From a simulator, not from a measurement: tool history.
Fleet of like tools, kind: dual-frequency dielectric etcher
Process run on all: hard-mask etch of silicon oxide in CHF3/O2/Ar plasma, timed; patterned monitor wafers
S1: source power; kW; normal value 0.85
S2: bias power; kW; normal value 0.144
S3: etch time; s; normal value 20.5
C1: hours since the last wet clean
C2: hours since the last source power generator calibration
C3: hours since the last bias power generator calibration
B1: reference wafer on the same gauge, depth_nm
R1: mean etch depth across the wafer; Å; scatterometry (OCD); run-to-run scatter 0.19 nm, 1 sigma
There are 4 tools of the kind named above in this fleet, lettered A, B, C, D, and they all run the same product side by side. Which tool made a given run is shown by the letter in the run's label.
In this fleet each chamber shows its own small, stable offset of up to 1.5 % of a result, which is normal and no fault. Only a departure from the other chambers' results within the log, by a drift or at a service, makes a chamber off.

Run 1A, hour 4.1: usual settings; C1 212.2; C2 2532.6; C3 2343; B1 51.698. Result: R1 431.39 Å.
Run 2B, hour 12.4: usual settings; C1 445; C2 1462.2; C3 1900.1; B1 51.72. Result: R1 430.94 Å.
Run 3C, hour 16.8: usual settings; C1 534.3; C2 913.5; C3 2823; B1 51.718. Result: R1 423.21 Å.
Run 4D, hour 24.9: usual settings; C1 201.7; C2 415.1; C3 1719.3; B1 51.686. Result: R1 432.48 Å.
Run 5A, hour 33.5: usual settings but S2 0.16 kW, S3 15.5 s; C1 241.6; C2 2562; C3 2372.4; B1 51.671. Result: R1 336.25 Å.
Run 6C, hour 40.8: usual settings but S2 0.16 kW, S3 15.5 s; C1 558.3; C2 937.5; C3 2847; B1 51.702. Result: R1 333.37 Å.
Run 7B, hour 49.5: usual settings but S2 0.16 kW, S3 15.5 s; C1 482.1; C2 1499.3; C3 1937.2; B1 51.749. Result: R1 340.14 Å.
Run 8D, hour 58.3: usual settings but S2 0.16 kW, S3 15.5 s; C1 235.1; C2 448.5; C3 1752.7; B1 51.672. Result: R1 339.21 Å.
Run 9A, hour 66.2: usual settings; C1 274.3; C2 2594.7; C3 2405.1; B1 51.681. Result: R1 429.01 Å.
Run 10B, hour 73.2: usual settings; C1 505.8; C2 1523; C3 1960.9; B1 51.645. Result: R1 433.11 Å.
Run 11D, hour 81.4: usual settings but S3 17 s; C1 258.2; C2 471.6; C3 1775.8; B1 51.695. Result: R1 358.5 Å.
Run 12C, hour 85.9: usual settings but S3 17 s; C1 603.4; C2 982.6; C3 2892.1; B1 51.711. Result: R1 352.86 Å.
Run 13A, hour 93.5: usual settings but S3 17 s; C1 301.6; C2 2622; C3 2432.4; B1 51.726. Result: R1 356.25 Å.
Run 14C, hour 99: usual settings but S3 17 s; C1 616.5; C2 995.7; C3 2905.2; B1 51.728. Result: R1 352.67 Å.
Run 15D, hour 107.5: usual settings; C1 284.3; C2 497.7; C3 1801.9; B1 51.686. Result: R1 431.08 Å.
Run 16B, hour 115.1: usual settings; C1 547.7; C2 1564.9; C3 2002.8; B1 51.686. Result: R1 433.4 Å.
Run 17B, hour 122.4: usual settings; C1 555; C2 1572.2; C3 2010.1; B1 51.765. Result: R1 435.88 Å.
At hour 128.5: chamber B: bias power generator calibrated.
Run 18C, hour 131.6: usual settings; C1 649.1; C2 1028.3; C3 2937.8; B1 51.707. Result: R1 425.11 Å.
At hour 136.6: chamber B: wet clean of the chamber.
Run 19D, hour 137.9: usual settings; C1 314.7; C2 528.1; C3 1832.3; B1 51.722. Result: R1 431.56 Å.
Run 20A, hour 146.2: usual settings; C1 354.3; C2 2674.7; C3 2485.1; B1 51.678. Result: R1 434.75 Å.
Run 21D, hour 150.5: usual settings; C1 327.3; C2 540.7; C3 1844.9; B1 51.644. Result: R1 435.43 Å.
Run 22B, hour 157.5: usual settings; C1 20.9; C2 1607.3; C3 29; B1 51.699. Result: R1 431.08 Å.
At hour 159.8: chamber C: wet clean of the chamber.
Run 23A, hour 162.9: usual settings but S1 1.02 kW; C1 371; C2 2691.4; C3 2501.8; B1 51.747. Result: R1 465.25 Å.
Run 24C, hour 171.4: usual settings but S1 1.02 kW; C1 11.7; C2 1068.1; C3 2977.6; B1 51.707. Result: R1 454.92 Å.
Run 25B, hour 177.7: usual settings but S1 1.02 kW; C1 41.1; C2 1627.5; C3 49.2; B1 51.695. Result: R1 463.69 Å.
Run 26C, hour 184.3: usual settings but S1 1.02 kW; C1 24.6; C2 1081; C3 2990.5; B1 51.693. Result: R1 456 Å.
Run 27A, hour 189.1: usual settings; C1 397.2; C2 2717.6; C3 2528; B1 51.678. Result: R1 441.56 Å.
Run 28D, hour 193.3: usual settings; C1 370.1; C2 583.5; C3 1887.7; B1 51.708. Result: R1 433.89 Å.
Run 29A, hour 197.7: usual settings but S3 24 s; C1 405.8; C2 2726.2; C3 2536.6; B1 51.721. Result: R1 513.97 Å.
At hour 203.2: chamber D: wet clean of the chamber.
Run 30D, hour 203.4: usual settings but S3 24 s; C1 0.3; C2 593.6; C3 1897.8; B1 51.708. Result: R1 508.43 Å.
Run 31B, hour 208: usual settings but S3 24 s; C1 71.4; C2 1657.8; C3 79.5; B1 51.704. Result: R1 507.53 Å.
Run 32C, hour 216.7: usual settings but S3 24 s; C1 57; C2 1113.4; C3 3022.9; B1 51.717. Result: R1 495.68 Å.
Run 33C, hour 223.6: usual settings but S1 0.71 kW, S3 16 s; C1 63.9; C2 1120.3; C3 3029.8; B1 51.71. Result: R1 311.26 Å.
Run 34A, hour 230.6: usual settings but S1 0.71 kW, S3 16 s; C1 438.7; C2 2759.1; C3 2569.5; B1 51.692. Result: R1 318.53 Å.
Run 35D, hour 235.9: usual settings but S1 0.71 kW, S3 16 s; C1 32.8; C2 626.1; C3 1930.3; B1 51.718. Result: R1 316.04 Å.
Run 36B, hour 242.6: usual settings but S1 0.71 kW, S3 16 s; C1 106; C2 1692.4; C3 114.1; B1 51.706. Result: R1 312.39 Å.
Run 37A, hour 248.7: usual settings but S1 0.94 kW, S3 26 s; C1 456.8; C2 2777.2; C3 2587.6; B1 51.671. Result: R1 580.05 Å.

Has any chamber moved away from the others, gradually or after a service, or does the common gauge drift, or do the chambers differ only by their own small steady offsets? State the chamber and the most likely cause if one applies.

Little by little, chamber A moves away from the other chambers.
What lies behind it: etch rate over this chamber's usual, % = 2.76.

Which of the 4 candidates below, each the usual settings with something changed and its results left as question marks, puts chamber A back in line with what the other chambers give on the usual settings?
In-line tolerance around the mean of the other chambers on the usual settings: R1 6.8 Å
Run 38A-1, hour 255.4: usual settings but S2 0.142 kW, S3 19.5 s. Result: R1 ?.
Run 38A-2, hour 255.4: usual settings but S2 0.132 kW. Result: R1 ?.
Run 38A-3, hour 255.4: usual settings but S2 0.169 kW. Result: R1 ?.
Run 38A-4, hour 255.4: usual settings but S3 21 s. Result: R1 ?.

What the other chambers average on the usual settings: R1 430.96 Å
  run      R1
38A-1  420.25
38A-2  431.81
38A-3  467.26
38A-4  454.58
The right change is 38A-2: it brings the chamber back within the allowed miss of the others.

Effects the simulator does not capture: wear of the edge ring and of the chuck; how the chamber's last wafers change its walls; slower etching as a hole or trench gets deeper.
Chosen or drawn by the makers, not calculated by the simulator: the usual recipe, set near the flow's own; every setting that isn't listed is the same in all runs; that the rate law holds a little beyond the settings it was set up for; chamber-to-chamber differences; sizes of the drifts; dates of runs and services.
